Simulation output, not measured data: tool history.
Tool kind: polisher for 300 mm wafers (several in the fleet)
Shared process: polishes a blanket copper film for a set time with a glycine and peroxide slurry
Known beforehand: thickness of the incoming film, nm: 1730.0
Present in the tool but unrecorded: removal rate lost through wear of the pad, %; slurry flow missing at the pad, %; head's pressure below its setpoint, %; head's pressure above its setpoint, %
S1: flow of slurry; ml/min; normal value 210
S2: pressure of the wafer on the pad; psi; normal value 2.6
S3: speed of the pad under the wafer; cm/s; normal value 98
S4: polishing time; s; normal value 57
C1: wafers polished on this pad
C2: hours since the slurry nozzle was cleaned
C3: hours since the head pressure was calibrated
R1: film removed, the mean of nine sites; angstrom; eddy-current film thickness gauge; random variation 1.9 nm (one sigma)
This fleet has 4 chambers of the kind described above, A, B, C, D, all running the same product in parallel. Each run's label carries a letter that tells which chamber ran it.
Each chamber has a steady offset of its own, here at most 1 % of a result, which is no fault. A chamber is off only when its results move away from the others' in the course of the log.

Run 1C, hour 4.3: usual settings; C1 399; C2 400.8; C3 105.7. Result: R1 3033.3 angstrom.
Run 2A, hour 12: usual settings; C1 181; C2 59.1; C3 284. Result: R1 3033.4 angstrom.
Run 3D, hour 19.1: usual settings; C1 1186; C2 493.2; C3 84.7. Result: R1 3019.1 angstrom.
At hour 20.2: chamber C: worn pad replaced by a new one.
At hour 23.9: chamber D: worn pad replaced by a new one.
Run 4B, hour 24.1: usual settings; C1 1066; C2 200.1; C3 1131.7. Result: R1 3019.9 angstrom.
Run 5A, hour 32.9: usual settings; C1 392; C2 80; C3 304.9. Result: R1 2985.7 angstrom.
Run 6D, hour 38.4: usual settings; C1 147; C2 512.5; C3 104. Result: R1 3007.3 angstrom.
Run 7C, hour 42.7: usual settings; C1 227; C2 439.2; C3 144.1. Result: R1 3030.7 angstrom.
At hour 43.1: chamber B: worn pad replaced by a new one.
At hour 43.1: chamber A: worn pad replaced by a new one.
Run 8B, hour 46.8: usual settings; C1 38; C2 222.8; C3 1154.4. Result: R1 3060.3 angstrom.
Run 9B, hour 53.3: usual settings; C1 103; C2 229.3; C3 1160.9. Result: R1 3020.9 angstrom.
At hour 55.3: chamber B: head pressure recalibrated.
At hour 60.2: chamber A: head pressure recalibrated.
Run 10C, hour 62.4: usual settings; C1 426; C2 458.9; C3 163.8. Result: R1 3006.9 angstrom.
Run 11A, hour 68.2: usual settings; C1 254; C2 115.3; C3 8.1. Result: R1 2913.5 angstrom.
Run 12D, hour 73.3: usual settings; C1 499; C2 547.4; C3 138.9. Result: R1 3014 angstrom.
At hour 77.6: chamber C: worn pad replaced by a new one.
Run 13D, hour 77.9: usual settings; C1 546; C2 552; C3 143.5. Result: R1 3030.1 angstrom.
Run 14C, hour 84.4: usual settings but S1 285 ml/min; C1 69; C2 480.9; C3 185.8. Result: R1 3098.6 angstrom.
Run 15A, hour 90.1: usual settings but S1 285 ml/min; C1 475; C2 137.2; C3 30. Result: R1 3027.2 angstrom.
Run 16B, hour 97.5: usual settings but S1 285 ml/min; C1 550; C2 273.5; C3 42.3. Result: R1 3187.1 angstrom.
At hour 100.1: chamber A: worn pad replaced by a new one.
Run 17B, hour 103.4: usual settings but S1 285 ml/min; C1 609; C2 279.4; C3 48.2. Result: R1 3196.8 angstrom.
Run 18D, hour 111.9: usual settings; C1 889; C2 586; C3 177.5. Result: R1 3000.5 angstrom.
Run 19C, hour 116.3: usual settings; C1 391; C2 512.8; C3 217.7. Result: R1 3046 angstrom.
Run 20A, hour 121.3: usual settings; C1 214; C2 168.4; C3 61.2. Result: R1 2891.6 angstrom.
At hour 128.3: chamber D: worn pad replaced by a new one.
Run 21B, hour 130.3: usual settings; C1 881; C2 306.3; C3 75.1. Result: R1 3044.2 angstrom.
At hour 136.6: chamber C: worn pad replaced by a new one.
Run 22A, hour 136.7: usual settings; C1 369; C2 183.8; C3 76.6. Result: R1 2858.6 angstrom.
Run 23D, hour 145.5: usual settings; C1 174; C2 619.6; C3 211.1. Result: R1 2992.7 angstrom.
At hour 148.7: chamber A: worn pad replaced by a new one.
Run 24C, hour 150.2: usual settings but S3 78 cm/s, S4 41 s; C1 138; C2 546.7; C3 251.6. Result: R1 1814.5 angstrom.
Run 25D, hour 156.5: usual settings but S3 78 cm/s, S4 41 s; C1 285; C2 630.6; C3 222.1. Result: R1 1806.6 angstrom.
Run 26B, hour 161.1: usual settings but S3 78 cm/s, S4 41 s; C1 1192; C2 337.1; C3 105.9. Result: R1 1814.4 angstrom.
Run 27A, hour 167.1: usual settings but S3 78 cm/s, S4 41 s; C1 185; C2 214.2; C3 107. Result: R1 1729.5 angstrom.
Run 28C, hour 174.2: usual settings; C1 380; C2 570.7; C3 275.6. Result: R1 3020.5 angstrom.

Predict what each chamber gives when all 4 of them run the settings below next.
Run 29A, hour 180.7: usual settings. Result: R1 ?.
Run 29B, hour 180.7: usual settings. Result: R1 ?.
Run 29C, hour 180.7: usual settings. Result: R1 ?.
Run 29D, hour 180.7: usual settings. Result: R1 ?.

run      R1
29A  2918.1
29B  3084.2
29C  3032.8
29D  3017.7

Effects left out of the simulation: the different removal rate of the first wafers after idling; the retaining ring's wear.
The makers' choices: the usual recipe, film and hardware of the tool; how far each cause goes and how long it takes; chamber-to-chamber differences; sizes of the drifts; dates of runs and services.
